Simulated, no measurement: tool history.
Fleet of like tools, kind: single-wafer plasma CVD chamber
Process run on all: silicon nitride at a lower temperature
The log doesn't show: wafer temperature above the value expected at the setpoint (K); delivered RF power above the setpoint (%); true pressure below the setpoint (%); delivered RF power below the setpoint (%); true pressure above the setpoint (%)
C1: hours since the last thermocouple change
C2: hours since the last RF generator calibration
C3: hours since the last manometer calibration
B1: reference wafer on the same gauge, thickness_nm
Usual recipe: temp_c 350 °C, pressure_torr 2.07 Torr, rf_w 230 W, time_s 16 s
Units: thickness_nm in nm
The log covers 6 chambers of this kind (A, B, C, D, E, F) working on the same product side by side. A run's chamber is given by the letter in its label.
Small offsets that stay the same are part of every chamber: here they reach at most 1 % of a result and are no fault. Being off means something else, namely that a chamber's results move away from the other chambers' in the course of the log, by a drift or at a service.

Run 1B, hour 4.5: usual settings; C1 88.9; C2 1485.0; C3 939.7; B1 15.297. Result: thickness_nm 16.634 nm.
Run 2C, hour 10.1: usual settings; C1 757.3; C2 1899.3; C3 932.5; B1 15.292. Result: thickness_nm 16.827 nm.
Run 3D, hour 17.9: usual settings; C1 686.2; C2 716.2; C3 1459.3; B1 15.291. Result: thickness_nm 16.796 nm.
Run 4E, hour 26.1: usual settings; C1 1329.7; C2 317.7; C3 97.8; B1 15.286. Result: thickness_nm 16.607 nm.
Run 5F, hour 32.4: usual settings; C1 90.6; C2 744.4; C3 950.8; B1 15.294. Result: thickness_nm 16.738 nm.
At hour 37.7: chamber B: RF generator calibrated.
Run 6A, hour 40.0: usual settings; C1 1402.5; C2 685.7; C3 73.1; B1 15.282. Result: thickness_nm 16.723 nm.
Run 7A, hour 45.0: usual settings; C1 1407.5; C2 690.7; C3 78.1; B1 15.282. Result: thickness_nm 16.794 nm.
Run 8F, hour 49.6: usual settings; C1 107.8; C2 761.6; C3 968.0; B1 15.282. Result: thickness_nm 16.791 nm.
Run 9C, hour 54.9: usual settings; C1 802.1; C2 1944.1; C3 977.3; B1 15.277. Result: thickness_nm 16.799 nm.
Run 10D, hour 62.4: usual settings; C1 730.7; C2 760.7; C3 1503.8; B1 15.274. Result: thickness_nm 16.722 nm.
At hour 66.2: chamber C: RF generator calibrated.
Run 11E, hour 69.4: usual settings but pressure_torr 1.61 Torr; C1 1373.0; C2 361.0; C3 141.1; B1 15.268. Result: thickness_nm 15.505 nm.
Run 12B, hour 74.1: usual settings but pressure_torr 1.61 Torr; C1 158.5; C2 36.4; C3 1009.3; B1 15.276. Result: thickness_nm 15.564 nm.
Run 13E, hour 80.0: usual settings but pressure_torr 1.61 Torr; C1 1383.6; C2 371.6; C3 151.7; B1 15.266. Result: thickness_nm 15.565 nm.
Run 14A, hour 86.7: usual settings but pressure_torr 1.61 Torr; C1 1449.2; C2 732.4; C3 119.8; B1 15.261. Result: thickness_nm 15.641 nm.
Run 15D, hour 91.4: usual settings but pressure_torr 1.61 Torr; C1 759.7; C2 789.7; C3 1532.8; B1 15.265. Result: thickness_nm 15.640 nm.
Run 16C, hour 99.6: usual settings but pressure_torr 1.61 Torr; C1 846.8; C2 33.4; C3 1022.0; B1 15.261. Result: thickness_nm 15.662 nm.
Run 17F, hour 106.4: usual settings; C1 164.6; C2 818.4; C3 1024.8; B1 15.264. Result: thickness_nm 16.717 nm.
Run 18B, hour 110.6: usual settings but pressure_torr 1.58 Torr; C1 195.0; C2 72.9; C3 1045.8; B1 15.256. Result: thickness_nm 15.429 nm.
Run 19B, hour 115.3: usual settings but pressure_torr 1.58 Torr; C1 199.7; C2 77.6; C3 1050.5; B1 15.256. Result: thickness_nm 15.439 nm.
Run 20E, hour 120.3: usual settings but pressure_torr 1.58 Torr; C1 1423.9; C2 411.9; C3 192.0; B1 15.258. Result: thickness_nm 15.366 nm.
Run 21F, hour 126.0: usual settings but pressure_torr 1.58 Torr; C1 184.2; C2 838.0; C3 1044.4; B1 15.250. Result: thickness_nm 15.584 nm.
Run 22D, hour 133.2: usual settings but pressure_torr 1.58 Torr; C1 801.5; C2 831.5; C3 1574.6; B1 15.252. Result: thickness_nm 15.596 nm.
Run 23A, hour 140.2: usual settings but pressure_torr 1.58 Torr; C1 1502.7; C2 785.9; C3 173.3; B1 15.246. Result: thickness_nm 15.528 nm.
Run 24C, hour 143.9: usual settings; C1 891.1; C2 77.7; C3 1066.3; B1 15.237. Result: thickness_nm 16.842 nm.
Run 25B, hour 148.8: usual settings; C1 233.2; C2 111.1; C3 1084.0; B1 15.242. Result: thickness_nm 16.622 nm.
Run 26F, hour 155.6: usual settings; C1 213.8; C2 867.6; C3 1074.0; B1 15.240. Result: thickness_nm 16.685 nm.
Run 27E, hour 162.8: usual settings; C1 1466.4; C2 454.4; C3 234.5; B1 15.238. Result: thickness_nm 16.527 nm.
Run 28C, hour 168.2: usual settings but pressure_torr 2.44 Torr, rf_w 265 W; C1 915.4; C2 102.0; C3 1090.6; B1 15.232. Result: thickness_nm 19.393 nm.
Run 29D, hour 172.8: usual settings but pressure_torr 2.44 Torr, rf_w 265 W; C1 841.1; C2 871.1; C3 1614.2; B1 15.233. Result: thickness_nm 19.300 nm.
Run 30A, hour 176.4: usual settings but pressure_torr 2.44 Torr, rf_w 265 W; C1 1538.9; C2 822.1; C3 209.5; B1 15.234. Result: thickness_nm 19.225 nm.
Run 31D, hour 183.9: usual settings but pressure_torr 2.44 Torr, rf_w 265 W; C1 852.2; C2 882.2; C3 1625.3; B1 15.222. Result: thickness_nm 19.302 nm.
Run 32F, hour 188.8: usual settings but pressure_torr 2.44 Torr, rf_w 265 W; C1 247.0; C2 900.8; C3 1107.2; B1 15.224. Result: thickness_nm 19.162 nm.
Run 33E, hour 193.9: usual settings but pressure_torr 2.44 Torr, rf_w 265 W; C1 1497.5; C2 485.5; C3 265.6; B1 15.224. Result: thickness_nm 19.076 nm.
At hour 199.8: chamber A: thermocouple changed; heater temperature recalibrated.
Run 34C, hour 201.3: usual settings; C1 948.5; C2 135.1; C3 1123.7; B1 15.225. Result: thickness_nm 16.781 nm.
Run 35B, hour 208.0: usual settings; C1 292.4; C2 170.3; C3 1143.2; B1 15.220. Result: thickness_nm 16.547 nm.
Run 36A, hour 215.4: usual settings; C1 15.6; C2 861.1; C3 248.5; B1 15.215. Result: thickness_nm 16.691 nm.
Run 37F, hour 220.0: usual settings; C1 278.2; C2 932.0; C3 1138.4; B1 15.212. Result: thickness_nm 16.646 nm.
Run 38B, hour 227.4: usual settings; C1 311.8; C2 189.7; C3 1162.6; B1 15.215. Result: thickness_nm 16.616 nm.
Run 39E, hour 232.4: usual settings; C1 1536.0; C2 524.0; C3 304.1; B1 15.217. Result: thickness_nm 16.541 nm.
Run 40D, hour 237.4: usual settings; C1 905.7; C2 935.7; C3 1678.8; B1 15.206. Result: thickness_nm 16.664 nm.

What goes on in this fleet: one chamber off, a drifting gauge, or nothing beyond the chambers' own small offsets? Name the chamber and the cause, if any.

No chamber is off; the gauge reading every chamber's wafers drifts, which makes the whole fleet appear to move together.
Most likely cause: gauge reads low (%) = 0.629.

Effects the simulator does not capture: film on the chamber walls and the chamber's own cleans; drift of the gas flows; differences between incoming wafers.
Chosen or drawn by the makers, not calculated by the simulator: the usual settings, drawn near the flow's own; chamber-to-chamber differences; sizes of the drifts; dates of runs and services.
